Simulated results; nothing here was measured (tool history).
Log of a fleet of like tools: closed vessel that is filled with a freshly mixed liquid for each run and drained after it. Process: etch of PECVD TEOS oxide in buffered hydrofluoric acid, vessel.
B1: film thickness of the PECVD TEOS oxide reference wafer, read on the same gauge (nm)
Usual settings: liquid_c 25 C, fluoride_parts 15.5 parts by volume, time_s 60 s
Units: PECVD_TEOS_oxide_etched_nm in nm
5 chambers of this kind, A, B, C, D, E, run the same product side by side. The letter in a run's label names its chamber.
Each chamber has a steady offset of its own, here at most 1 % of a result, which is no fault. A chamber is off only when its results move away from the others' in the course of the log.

run 1A hour=4 | liquid_c=25 fluoride_parts=15.5 time_s=60 | B1=120.02 | PECVD_TEOS_oxide_etched_nm=67.551
-- hour=5.3 chamber D: thermometer replaced
run 2C hour=7.9 | liquid_c=25 fluoride_parts=15.5 time_s=60 | B1=119.98 | PECVD_TEOS_oxide_etched_nm=67.617
run 3B hour=12.1 | liquid_c=25 fluoride_parts=15.5 time_s=60 | B1=120.01 | PECVD_TEOS_oxide_etched_nm=67.034
run 4D hour=17.1 | liquid_c=25 fluoride_parts=15.5 time_s=60 | B1=119.99 | PECVD_TEOS_oxide_etched_nm=67.46
run 5E hour=20.6 | liquid_c=25 fluoride_parts=15.5 time_s=60 | B1=119.98 | PECVD_TEOS_oxide_etched_nm=67.554
run 6A hour=24.4 | liquid_c=25 fluoride_parts=15.5 time_s=60 | B1=119.98 | PECVD_TEOS_oxide_etched_nm=67.968
run 7D hour=29.5 | liquid_c=25 fluoride_parts=15.5 time_s=45 | B1=120.03 | PECVD_TEOS_oxide_etched_nm=50.721
run 8E hour=33.5 | liquid_c=25 fluoride_parts=15.5 time_s=45 | B1=120.04 | PECVD_TEOS_oxide_etched_nm=50.544
run 9B hour=36.1 | liquid_c=25 fluoride_parts=15.5 time_s=45 | B1=119.99 | PECVD_TEOS_oxide_etched_nm=50.116
run 10C hour=41 | liquid_c=25 fluoride_parts=15.5 time_s=45 | B1=120.04 | PECVD_TEOS_oxide_etched_nm=50.357
run 11B hour=45.5 | liquid_c=25 fluoride_parts=15.5 time_s=45 | B1=120.02 | PECVD_TEOS_oxide_etched_nm=50.186
run 12D hour=49.8 | liquid_c=25 fluoride_parts=15.5 time_s=60 | B1=120 | PECVD_TEOS_oxide_etched_nm=67.283
run 13E hour=53.7 | liquid_c=25 fluoride_parts=15.5 time_s=60 | B1=120 | PECVD_TEOS_oxide_etched_nm=67.684
run 14C hour=58.3 | liquid_c=25 fluoride_parts=15.5 time_s=60 | B1=120 | PECVD_TEOS_oxide_etched_nm=67.335
run 15A hour=60.7 | liquid_c=25 fluoride_parts=15.5 time_s=60 | B1=119.99 | PECVD_TEOS_oxide_etched_nm=67.533
run 16C hour=65.5 | liquid_c=25 fluoride_parts=15.5 time_s=60 | B1=119.99 | PECVD_TEOS_oxide_etched_nm=67.791
run 17B hour=67.9 | liquid_c=25 fluoride_parts=20.5 time_s=60 | B1=120.01 | PECVD_TEOS_oxide_etched_nm=51.229
run 18D hour=72.3 | liquid_c=25 fluoride_parts=20.5 time_s=60 | B1=120.01 | PECVD_TEOS_oxide_etched_nm=51.78
run 19A hour=74.9 | liquid_c=25 fluoride_parts=20.5 time_s=60 | B1=119.99 | PECVD_TEOS_oxide_etched_nm=51.84
run 20E hour=77.3 | liquid_c=25 fluoride_parts=20.5 time_s=60 | B1=119.99 | PECVD_TEOS_oxide_etched_nm=52.112
run 21E hour=79.9 | liquid_c=25 fluoride_parts=20.5 time_s=60 | B1=120.01 | PECVD_TEOS_oxide_etched_nm=52.169
run 22C hour=82.3 | liquid_c=29 fluoride_parts=15.5 time_s=60 | B1=119.99 | PECVD_TEOS_oxide_etched_nm=83.546
run 23D hour=87.4 | liquid_c=29 fluoride_parts=15.5 time_s=60 | B1=119.98 | PECVD_TEOS_oxide_etched_nm=83.814
run 24A hour=92.6 | liquid_c=29 fluoride_parts=15.5 time_s=60 | B1=120.01 | PECVD_TEOS_oxide_etched_nm=84.063
run 25B hour=95.9 | liquid_c=29 fluoride_parts=15.5 time_s=60 | B1=119.99 | PECVD_TEOS_oxide_etched_nm=83.268
run 26C hour=98.5 | liquid_c=29 fluoride_parts=15.5 time_s=60 | B1=120.01 | PECVD_TEOS_oxide_etched_nm=83.526
run 27B hour=100.9 | liquid_c=25 fluoride_parts=15.5 time_s=60 | B1=120.01 | PECVD_TEOS_oxide_etched_nm=67.218
run 28D hour=105.4 | liquid_c=25 fluoride_parts=15.5 time_s=60 | B1=120.03 | PECVD_TEOS_oxide_etched_nm=67.731
run 29A hour=110.1 | liquid_c=25 fluoride_parts=15.5 time_s=60 | B1=119.95 | PECVD_TEOS_oxide_etched_nm=67.694
run 30E hour=114.7 | liquid_c=25 fluoride_parts=15.5 time_s=60 | B1=120.03 | PECVD_TEOS_oxide_etched_nm=67.507
run 31E hour=118.8 | liquid_c=25 fluoride_parts=15.5 time_s=60 | B1=119.99 | PECVD_TEOS_oxide_etched_nm=68.089
run 32B hour=122.3 | liquid_c=25 fluoride_parts=15.5 time_s=60 | B1=119.98 | PECVD_TEOS_oxide_etched_nm=67.189
run 33A hour=124.9 | liquid_c=25 fluoride_parts=15.5 time_s=60 | B1=120 | PECVD_TEOS_oxide_etched_nm=68.052
run 34D hour=129.2 | liquid_c=25 fluoride_parts=15.5 time_s=60 | B1=120.02 | PECVD_TEOS_oxide_etched_nm=67.757
run 35C hour=134.4 | liquid_c=25 fluoride_parts=15.5 time_s=60 | B1=120 | PECVD_TEOS_oxide_etched_nm=67.527
run 36C hour=139 | liquid_c=25 fluoride_parts=15.5 time_s=60 | B1=119.99 | PECVD_TEOS_oxide_etched_nm=67.8
run 37A hour=142.4 | liquid_c=25 fluoride_parts=15.5 time_s=60 | B1=119.98 | PECVD_TEOS_oxide_etched_nm=67.568
run 38E hour=145 | liquid_c=25 fluoride_parts=15.5 time_s=60 | B1=120.01 | PECVD_TEOS_oxide_etched_nm=67.498
run 39B hour=148.3 | liquid_c=25 fluoride_parts=15.5 time_s=60 | B1=120.03 | PECVD_TEOS_oxide_etched_nm=66.824

All 5 chambers run these settings next. Forecast each chamber's results:
run 40A hour=152.1 | liquid_c=25 fluoride_parts=15.5 time_s=60 | PECVD_TEOS_oxide_etched_nm=?
run 40B hour=152.1 | liquid_c=25 fluoride_parts=15.5 time_s=60 | PECVD_TEOS_oxide_etched_nm=?
run 40C hour=152.1 | liquid_c=25 fluoride_parts=15.5 time_s=60 | PECVD_TEOS_oxide_etched_nm=?
run 40D hour=152.1 | liquid_c=25 fluoride_parts=15.5 time_s=60 | PECVD_TEOS_oxide_etched_nm=?
run 40E hour=152.1 | liquid_c=25 fluoride_parts=15.5 time_s=60 | PECVD_TEOS_oxide_etched_nm=?

run=40A PECVD_TEOS_oxide_etched_nm=67.556
run=40B PECVD_TEOS_oxide_etched_nm=67.218
run=40C PECVD_TEOS_oxide_etched_nm=67.538
run=40D PECVD_TEOS_oxide_etched_nm=67.474
run=40E PECVD_TEOS_oxide_etched_nm=67.238
